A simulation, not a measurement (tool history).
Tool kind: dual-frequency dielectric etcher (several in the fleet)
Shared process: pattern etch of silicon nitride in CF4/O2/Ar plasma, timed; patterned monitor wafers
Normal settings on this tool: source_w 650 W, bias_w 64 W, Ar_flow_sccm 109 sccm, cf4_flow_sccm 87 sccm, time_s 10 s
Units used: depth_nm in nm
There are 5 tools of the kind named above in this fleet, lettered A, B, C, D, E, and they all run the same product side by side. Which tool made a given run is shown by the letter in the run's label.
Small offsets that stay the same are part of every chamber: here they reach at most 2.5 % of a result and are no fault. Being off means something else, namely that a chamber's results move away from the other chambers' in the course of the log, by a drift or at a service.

| run | hour | source_w | bias_w | Ar_flow_sccm | cf4_flow_sccm | time_s | hours since the last wet clean | hours since the last source power generator calibration | hours since the last bias power generator calibration | hours since the last Ar flow controller change | hours since the last CF4 flow controller change | read-back reference wafer on the same gauge, depth_nm | depth_nm |
|---|---|---|---|---|---|---|---|---|---|---|---|---|---|
| 1A | 4.6 | 650 | 64 | 109 | 87 | 10 | 401.4 | 1614.1 | 1383.3 | 111.3 | 501.9 | 22.394 | 25.505 |
| 2D | 8.9 | 650 | 64 | 109 | 87 | 10 | 322 | 1974.6 | 894.8 | 3719.8 | 1857.8 | 22.397 | 25.52 |
| 3C | 14.4 | 650 | 64 | 109 | 87 | 10 | 482.7 | 938.3 | 1299 | 31.8 | 2269.1 | 22.39 | 24.874 |
| 4E | 19.3 | 650 | 64 | 109 | 87 | 10 | 155.9 | 3375.8 | 335.4 | 2182.2 | 826 | 22.381 | 25.521 |
| 5B | 24.4 | 650 | 64 | 109 | 87 | 10 | 237 | 2049.9 | 2145.7 | 646.5 | 510.7 | 22.383 | 25.541 |
| 6B | 27.8 | 650 | 64 | 109 | 87 | 10 | 240.4 | 2053.3 | 2149.1 | 649.9 | 514.1 | 22.371 | 25.541 |
| 7A | 31.8 | 650 | 64 | 109 | 87 | 10 | 428.6 | 1641.3 | 1410.5 | 138.5 | 529.1 | 22.374 | 25.506 |
| 8D | 36.9 | 650 | 64 | 109 | 87 | 10 | 350 | 2002.6 | 922.8 | 3747.8 | 1885.8 | 22.371 | 25.456 |
| 9E | 40.7 | 650 | 64 | 109 | 87 | 10 | 177.3 | 3397.2 | 356.8 | 2203.6 | 847.4 | 22.366 | 25.534 |
| 10C | 45.4 | 650 | 64 | 109 | 87 | 10 | 513.7 | 969.3 | 1330 | 62.8 | 2300.1 | 22.367 | 24.857 |
| 11D | 50 | 650 | 64 | 109 | 87 | 10 | 363.1 | 2015.7 | 935.9 | 3760.9 | 1898.9 | 22.363 | 25.407 |
|  | 51.3 | chamber C: wet clean of the chamber |
| 12A | 53.1 | 650 | 64 | 109 | 87 | 10 | 449.9 | 1662.6 | 1431.8 | 159.8 | 550.4 | 22.363 | 25.447 |
| 13E | 56.7 | 650 | 64 | 109 | 87 | 10 | 193.3 | 3413.2 | 372.8 | 2219.6 | 863.4 | 22.36 | 25.547 |
| 14C | 60.7 | 650 | 64 | 109 | 87 | 10 | 9.5 | 984.6 | 1345.3 | 78.1 | 2315.4 | 22.351 | 24.865 |
| 15B | 66.3 | 650 | 64 | 109 | 87 | 10 | 278.9 | 2091.8 | 2187.6 | 688.4 | 552.6 | 22.347 | 25.571 |
| 16C | 71.2 | 650 | 64 | 109 | 87 | 10 | 20 | 995.1 | 1355.8 | 88.6 | 2325.9 | 22.345 | 24.868 |
| 17A | 75.1 | 650 | 64 | 109 | 87 | 10 | 471.9 | 1684.6 | 1453.8 | 181.8 | 572.4 | 22.349 | 25.423 |
| 18B | 79.5 | 650 | 64 | 109 | 87 | 10 | 292.1 | 2105 | 2200.8 | 701.6 | 565.8 | 22.332 | 25.563 |
| 19D | 84.9 | 650 | 64 | 109 | 87 | 10 | 398 | 2050.6 | 970.8 | 3795.8 | 1933.8 | 22.335 | 25.419 |
| 20E | 90.5 | 650 | 64 | 99 | 87 | 10 | 227.1 | 3447 | 406.6 | 2253.4 | 897.2 | 22.324 | 25.712 |
| 21C | 94.6 | 650 | 64 | 99 | 87 | 10 | 43.4 | 1018.5 | 1379.2 | 112 | 2349.3 | 22.318 | 25.108 |
| 22A | 100.1 | 650 | 64 | 99 | 87 | 10 | 496.9 | 1709.6 | 1478.8 | 206.8 | 597.4 | 22.314 | 25.641 |
| 23E | 103.6 | 650 | 64 | 99 | 87 | 10 | 240.2 | 3460.1 | 419.7 | 2266.5 | 910.3 | 22.317 | 25.766 |
| 24D | 108.5 | 650 | 64 | 99 | 87 | 10 | 421.6 | 2074.2 | 994.4 | 3819.4 | 1957.4 | 22.319 | 25.69 |
| 25B | 113.8 | 650 | 64 | 132 | 96 | 10 | 326.4 | 2139.3 | 2235.1 | 735.9 | 600.1 | 22.307 | 25.204 |
| 26D | 118.5 | 650 | 64 | 132 | 96 | 10 | 431.6 | 2084.2 | 1004.4 | 3829.4 | 1967.4 | 22.317 | 25.164 |
| 27B | 121.4 | 650 | 64 | 132 | 96 | 10 | 334 | 2146.9 | 2242.7 | 743.5 | 607.7 | 22.304 | 25.19 |
| 28A | 126.1 | 650 | 64 | 132 | 96 | 10 | 522.9 | 1735.6 | 1504.8 | 232.8 | 623.4 | 22.3 | 24.987 |
| 29C | 131.1 | 650 | 64 | 132 | 96 | 10 | 79.9 | 1055 | 1415.7 | 148.5 | 2385.8 | 22.296 | 24.56 |
| 30E | 135.3 | 650 | 64 | 109 | 87 | 10 | 271.9 | 3491.8 | 451.4 | 2298.2 | 942 | 22.296 | 25.452 |
| 31B | 140.7 | 650 | 64 | 109 | 87 | 10 | 353.3 | 2166.2 | 2262 | 762.8 | 627 | 22.295 | 25.472 |
| 32A | 146.1 | 650 | 64 | 109 | 87 | 10 | 542.9 | 1755.6 | 1524.8 | 252.8 | 643.4 | 22.279 | 25.307 |

Next, every chamber runs the same settings. What will each give?
| 33A | 150.1 | 650 | 64 | 109 | 87 | 10 |  |  |  |  |  |  | ? |
| 33B | 150.1 | 650 | 64 | 109 | 87 | 10 |  |  |  |  |  |  | ? |
| 33C | 150.1 | 650 | 64 | 109 | 87 | 10 |  |  |  |  |  |  | ? |
| 33D | 150.1 | 650 | 64 | 109 | 87 | 10 |  |  |  |  |  |  | ? |
| 33E | 150.1 | 650 | 64 | 109 | 87 | 10 |  |  |  |  |  |  | ? |

| run | depth_nm |
|---|---|
| 33A | 25.332 |
| 33B | 25.434 |
| 33C | 24.781 |
| 33D | 25.393 |
| 33E | 25.369 |
